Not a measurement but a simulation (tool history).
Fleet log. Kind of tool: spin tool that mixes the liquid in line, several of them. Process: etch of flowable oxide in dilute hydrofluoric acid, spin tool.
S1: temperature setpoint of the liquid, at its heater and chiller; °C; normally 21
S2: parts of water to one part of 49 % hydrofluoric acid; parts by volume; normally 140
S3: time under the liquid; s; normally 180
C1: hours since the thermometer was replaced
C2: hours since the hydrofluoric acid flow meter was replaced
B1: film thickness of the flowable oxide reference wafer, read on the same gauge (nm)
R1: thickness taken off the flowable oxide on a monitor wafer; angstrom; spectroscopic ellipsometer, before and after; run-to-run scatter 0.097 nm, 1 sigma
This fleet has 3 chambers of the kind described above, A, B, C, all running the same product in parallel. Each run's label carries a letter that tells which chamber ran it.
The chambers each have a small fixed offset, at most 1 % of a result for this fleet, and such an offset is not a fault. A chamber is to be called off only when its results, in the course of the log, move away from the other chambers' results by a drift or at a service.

run	hour	S1	S2	S3	C1	C2	B1	R1
1B	5	21	140	180	1543.2	325.5	149.98	273.87
2C	8	21	140	180	934.2	785.7	149.98	273.33
3A	11.4	21	140	180	727.3	150.8	150	278.17
4B	16.1	21	140	180	1554.3	336.6	149.99	277.15
5C	20.1	21	140	180	946.3	797.8	150.01	272.95
6A	23.7	21	140	180	739.6	163.1	149.97	275.94
7B	29.3	21	140	180	1567.5	349.8	150	276.43
8C	33	21	140	105	959.2	810.7	149.98	159.01
9A	37.1	21	140	105	753	176.5	150.02	161.08
10C	43.2	21	140	105	969.4	820.9	150.04	159.37
# hour 45.5: chamber A: thermometer replaced
11A	48.7	21	140	180	3.3	188.1	150.04	275.51
# hour 49.4: chamber B: thermometer replaced
12B	53	23	140	180	3.7	373.5	150.02	297.11
13B	57.9	23	140	180	8.6	378.4	150.01	299.48
14C	63	23	140	180	989.2	840.7	150	294.74
15A	68	21	140	180	22.6	207.4	150	276.55
16A	72.5	19	115	180	27.1	211.9	150.04	317.62
17C	77.2	19	115	180	1003.4	854.9	150.02	313.8
18B	82.5	19	115	180	33.2	403	149.99	320.17
19A	87.8	21	140	180	42.4	227.2	150.02	277.86
20C	93.5	21	140	180	1019.7	871.2	149.99	272.54
21B	99.5	21	140	180	50.2	420	149.98	277.58
22A	104.2	21	80	180	58.8	243.6	150.03	517.64
23C	109	21	80	180	1035.2	886.7	150.01	506.79
24B	115	21	80	180	65.7	435.5	150.05	524.89
25B	119.7	21	140	180	70.4	440.2	150.01	275
26A	126.4	21	140	180	81	265.8	150	274.27
27C	133.1	18	115	180	1059.3	910.8	150	300.24
28A	139.6	18	115	180	94.2	279	150	305.24
29B	144.7	18	115	180	95.4	465.2	150.02	307.01
30C	150.5	21	140	180	1076.7	928.2	150	272.26
31C	153.7	21	140	180	1079.9	931.4	149.97	271.9
32B	158.6	21	170	180	109.3	479.1	149.95	219.16
33A	164.9	21	170	180	119.5	304.3	150.01	220.14
34B	171.1	21	170	180	121.8	491.6	150.03	221.05
35A	176.3	21	140	180	130.9	315.7	150.01	278.08
36C	181.4	21	140	180	1107.6	959.1	149.99	272.87

Is one chamber off against the others, does the gauge drift, or is nothing wrong? If a chamber is off, say which, and what the likeliest cause is.

The fleet is healthy, with each chamber sitting at its usual small offset and no drift in the gauge.
